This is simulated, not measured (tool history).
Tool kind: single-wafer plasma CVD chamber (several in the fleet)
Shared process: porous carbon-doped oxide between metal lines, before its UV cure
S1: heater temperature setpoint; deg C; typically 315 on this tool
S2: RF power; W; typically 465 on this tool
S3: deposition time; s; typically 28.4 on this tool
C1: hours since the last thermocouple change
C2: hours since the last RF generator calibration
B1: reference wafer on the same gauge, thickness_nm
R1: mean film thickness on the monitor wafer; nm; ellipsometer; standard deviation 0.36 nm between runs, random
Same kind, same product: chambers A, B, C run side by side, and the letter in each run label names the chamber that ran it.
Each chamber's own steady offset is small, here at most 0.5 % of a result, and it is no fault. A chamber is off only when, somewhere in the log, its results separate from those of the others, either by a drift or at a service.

run 1A day=0.412 | S1=315 S2=465 S3=28.4 | C1=1657.3 C2=429.5 | B1=150.97 | R1=134.74
run 2C day=0.854 | S1=315 S2=465 S3=28.4 | C1=795.9 C2=400.9 | B1=151.05 | R1=136.09
run 3B day=1.212 | S1=315 S2=465 S3=28.4 | C1=1616.6 C2=540.5 | B1=151.02 | R1=133.84
run 4C day=1.417 | S1=315 S2=465 S3=28.4 | C1=809.4 C2=414.4 | B1=151.00 | R1=135.73
run 5B day=1.825 | S1=315 S2=465 S3=28.4 | C1=1631.3 C2=555.2 | B1=150.93 | R1=133.96
run 6A day=2.167 | S1=315 S2=465 S3=28.4 | C1=1699.4 C2=471.6 | B1=150.92 | R1=134.53
run 7A day=2.421 | S1=315 S2=465 S3=28.4 | C1=1705.5 C2=477.7 | B1=151.02 | R1=134.05
run 8C day=2.829 | S1=315 S2=465 S3=28.4 | C1=843.3 C2=448.3 | B1=151.00 | R1=135.73
run 9B day=3.038 | S1=315 S2=465 S3=28.4 | C1=1660.4 C2=584.3 | B1=151.02 | R1=134.45
run 10B day=3.367 | S1=315 S2=465 S3=28.4 | C1=1668.3 C2=592.2 | B1=150.99 | R1=135.24
run 11A day=3.821 | S1=315 S2=465 S3=28.4 | C1=1739.1 C2=511.3 | B1=150.99 | R1=134.31
run 12C day=4.112 | S1=315 S2=465 S3=28.4 | C1=874.1 C2=479.1 | B1=151.08 | R1=135.13
run 13C day=4.438 | S1=315 S2=465 S3=28.4 | C1=881.9 C2=486.9 | B1=151.01 | R1=135.76
run 14A day=4.858 | S1=306 S2=465 S3=28.4 | C1=1764.0 C2=536.2 | B1=150.99 | R1=141.09
run 15B day=5.196 | S1=306 S2=465 S3=28.4 | C1=1712.2 C2=636.1 | B1=151.01 | R1=141.54
run 16C day=5.504 | S1=306 S2=465 S3=28.4 | C1=907.5 C2=512.5 | B1=151.05 | R1=142.20
run 17A day=5.783 | S1=315 S2=465 S3=28.4 | C1=1786.2 C2=558.4 | B1=150.96 | R1=134.94
run 18B day=6.175 | S1=315 S2=465 S3=28.4 | C1=1735.7 C2=659.6 | B1=151.05 | R1=134.05
run 19A day=6.425 | S1=315 S2=465 S3=28.4 | C1=1801.6 C2=573.8 | B1=151.09 | R1=134.42
run 20C day=6.729 | S1=315 S2=405 S3=28.4 | C1=936.9 C2=541.9 | B1=150.88 | R1=121.14
run 21B day=7.050 | S1=315 S2=405 S3=28.4 | C1=1756.7 C2=680.6 | B1=150.98 | R1=120.79
run 22C day=7.267 | S1=315 S2=405 S3=28.4 | C1=949.8 C2=554.8 | B1=151.00 | R1=120.86
run 23A day=7.650 | S1=315 S2=465 S3=28.4 | C1=1831.0 C2=603.2 | B1=150.97 | R1=134.36
run 24B day=7.958 | S1=315 S2=465 S3=28.4 | C1=1778.5 C2=702.4 | B1=151.00 | R1=133.99
run 25C day=8.225 | S1=315 S2=465 S3=28.4 | C1=972.8 C2=577.8 | B1=151.08 | R1=135.83
run 26A day=8.533 | S1=315 S2=465 S3=28.4 | C1=1852.2 C2=624.4 | B1=151.07 | R1=134.72
-- day=8.725 chamber A: thermocouple changed; heater temperature recalibrated
run 27B day=8.762 | S1=315 S2=465 S3=28.4 | C1=1797.8 C2=721.7 | B1=150.99 | R1=134.56
run 28A day=9.183 | S1=315 S2=465 S3=28.4 | C1=11.0 C2=640.0 | B1=151.01 | R1=134.70
run 29B day=9.446 | S1=315 S2=465 S3=28.4 | C1=1814.2 C2=738.1 | B1=151.05 | R1=134.38
run 30C day=9.762 | S1=315 S2=465 S3=28.4 | C1=1009.7 C2=614.7 | B1=150.99 | R1=135.44
-- day=9.925 chamber B: thermocouple changed; heater temperature recalibrated
run 31B day=10.067 | S1=315 S2=465 S3=28.4 | C1=3.5 C2=753.0 | B1=151.04 | R1=134.74
run 32C day=10.321 | S1=315 S2=465 S3=28.4 | C1=1023.1 C2=628.1 | B1=150.94 | R1=135.11
run 33A day=10.554 | S1=315 S2=465 S3=28.4 | C1=43.9 C2=672.9 | B1=151.00 | R1=134.51

Each of the 3 chambers runs these same settings next. Fill in every chamber's results:
run 34A day=10.892 | S1=308 S2=465 S3=28.4 | R1=?
run 34B day=10.892 | S1=308 S2=465 S3=28.4 | R1=?
run 34C day=10.892 | S1=308 S2=465 S3=28.4 | R1=?

run=34A R1=139.89
run=34B R1=139.83
run=34C R1=141.21
